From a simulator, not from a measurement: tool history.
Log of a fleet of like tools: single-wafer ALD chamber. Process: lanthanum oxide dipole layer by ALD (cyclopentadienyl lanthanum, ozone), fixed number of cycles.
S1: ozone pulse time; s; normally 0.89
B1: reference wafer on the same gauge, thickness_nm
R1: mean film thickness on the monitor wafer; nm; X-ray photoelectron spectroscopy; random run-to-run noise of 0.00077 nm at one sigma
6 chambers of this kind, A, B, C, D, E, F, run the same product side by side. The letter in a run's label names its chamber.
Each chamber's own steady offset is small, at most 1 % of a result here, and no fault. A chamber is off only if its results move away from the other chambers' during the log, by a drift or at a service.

Run 1D, hour 8.1: usual settings; B1 0.46784. Result: R1 0.47907 nm.
Run 2F, hour 21.2: usual settings; B1 0.4678. Result: R1 0.47986 nm.
At hour 27.1: chamber B: thermocouple changed; heater temperature recalibrated.
Run 3A, hour 33.7: usual settings; B1 0.4679. Result: R1 0.48132 nm.
Run 4C, hour 45.6: usual settings; B1 0.46785. Result: R1 0.47611 nm.
At hour 54.6: chamber B: ozone generator serviced.
Run 5E, hour 59.3: usual settings; B1 0.46743. Result: R1 0.47746 nm.
Run 6B, hour 68.8: usual settings; B1 0.46762. Result: R1 0.47623 nm.
Run 7F, hour 79: usual settings; B1 0.46747. Result: R1 0.48019 nm.
Run 8A, hour 92.3: usual settings but S1 0.55 s; B1 0.46735. Result: R1 0.38554 nm.
Run 9C, hour 99.8: usual settings but S1 0.55 s; B1 0.46722. Result: R1 0.38346 nm.
Run 10B, hour 109.5: usual settings but S1 0.55 s; B1 0.46717. Result: R1 0.37958 nm.
Run 11D, hour 120.9: usual settings but S1 0.55 s; B1 0.46704. Result: R1 0.38511 nm.
Run 12E, hour 131.5: usual settings but S1 0.55 s; B1 0.4671. Result: R1 0.38553 nm.
At hour 134.1: chamber C: ozone generator serviced.
Run 13B, hour 143.5: usual settings but S1 0.55 s; B1 0.46695. Result: R1 0.37706 nm.
At hour 145.7: chamber D: ozone generator serviced.
Run 14A, hour 156.7: usual settings; B1 0.46695. Result: R1 0.48033 nm.
Run 15E, hour 169.9: usual settings; B1 0.46666. Result: R1 0.47656 nm.
Run 16D, hour 183.7: usual settings but S1 0.73 s; B1 0.46688. Result: R1 0.44187 nm.
Run 17C, hour 189.8: usual settings but S1 0.73 s; B1 0.46659. Result: R1 0.44073 nm.
At hour 195.8: chamber E: ozone generator serviced.
Run 18F, hour 199.1: usual settings but S1 0.73 s; B1 0.46659. Result: R1 0.44377 nm.
Run 19A, hour 212.2: usual settings but S1 0.73 s; B1 0.46669. Result: R1 0.44265 nm.
Run 20F, hour 220.4: usual settings but S1 0.73 s; B1 0.4664. Result: R1 0.44346 nm.
Run 21C, hour 228: usual settings but S1 0.73 s; B1 0.46637. Result: R1 0.44148 nm.
Run 22D, hour 238: usual settings; B1 0.46634. Result: R1 0.47668 nm.
At hour 245.1: chamber F: ozone generator serviced.
Run 23B, hour 250.5: usual settings; B1 0.4663. Result: R1 0.47424 nm.
Run 24E, hour 264.1: usual settings but S1 1.18 s; B1 0.46624. Result: R1 0.51771 nm.
Run 25C, hour 275.7: usual settings but S1 1.18 s; B1 0.46612. Result: R1 0.51852 nm.
At hour 280.3: chamber C: thermocouple changed; heater temperature recalibrated.
Run 26E, hour 282.3: usual settings but S1 1.18 s; B1 0.46612. Result: R1 0.51752 nm.
Run 27B, hour 296: usual settings but S1 1.18 s; B1 0.46611. Result: R1 0.51762 nm.
Run 28D, hour 302.7: usual settings but S1 1.18 s; B1 0.46588. Result: R1 0.51675 nm.
Run 29A, hour 311.2: usual settings but S1 1.18 s; B1 0.46605. Result: R1 0.52129 nm.
Run 30F, hour 322.6: usual settings; B1 0.46578. Result: R1 0.47872 nm.
Run 31F, hour 334: usual settings; B1 0.46563. Result: R1 0.47917 nm.
Run 32E, hour 342.7: usual settings; B1 0.46551. Result: R1 0.47517 nm.
Run 33C, hour 353.5: usual settings; B1 0.46568. Result: R1 0.47533 nm.
Run 34D, hour 365.7: usual settings; B1 0.46564. Result: R1 0.47514 nm.
Run 35A, hour 375.3: usual settings but S1 1.16 s; B1 0.4652. Result: R1 0.51981 nm.
Run 36B, hour 381.4: usual settings but S1 1.16 s; B1 0.46551. Result: R1 0.51499 nm.
Run 37C, hour 390.7: usual settings but S1 1.16 s; B1 0.46524. Result: R1 0.51437 nm.
Run 38D, hour 402: usual settings but S1 1.16 s; B1 0.46524. Result: R1 0.51374 nm.
At hour 408.9: chamber A: thermocouple changed; heater temperature recalibrated.
Run 39F, hour 410.5: usual settings but S1 1.16 s; B1 0.4653. Result: R1 0.51797 nm.
Run 40E, hour 419.5: usual settings but S1 1.16 s; B1 0.46534. Result: R1 0.51531 nm.
Run 41A, hour 430.3: usual settings; B1 0.46491. Result: R1 0.47799 nm.
Run 42B, hour 444.4: usual settings; B1 0.46486. Result: R1 0.47333 nm.

Is one chamber out of step, is the gauge drifting, or do the chambers differ by no more than their own small offsets? For an off chamber, give its letter and the likeliest cause.

None of the chambers is off. What moves is the gauge, dragging all their readings along together.
Cause: gauge reads low (%) = 0.658.

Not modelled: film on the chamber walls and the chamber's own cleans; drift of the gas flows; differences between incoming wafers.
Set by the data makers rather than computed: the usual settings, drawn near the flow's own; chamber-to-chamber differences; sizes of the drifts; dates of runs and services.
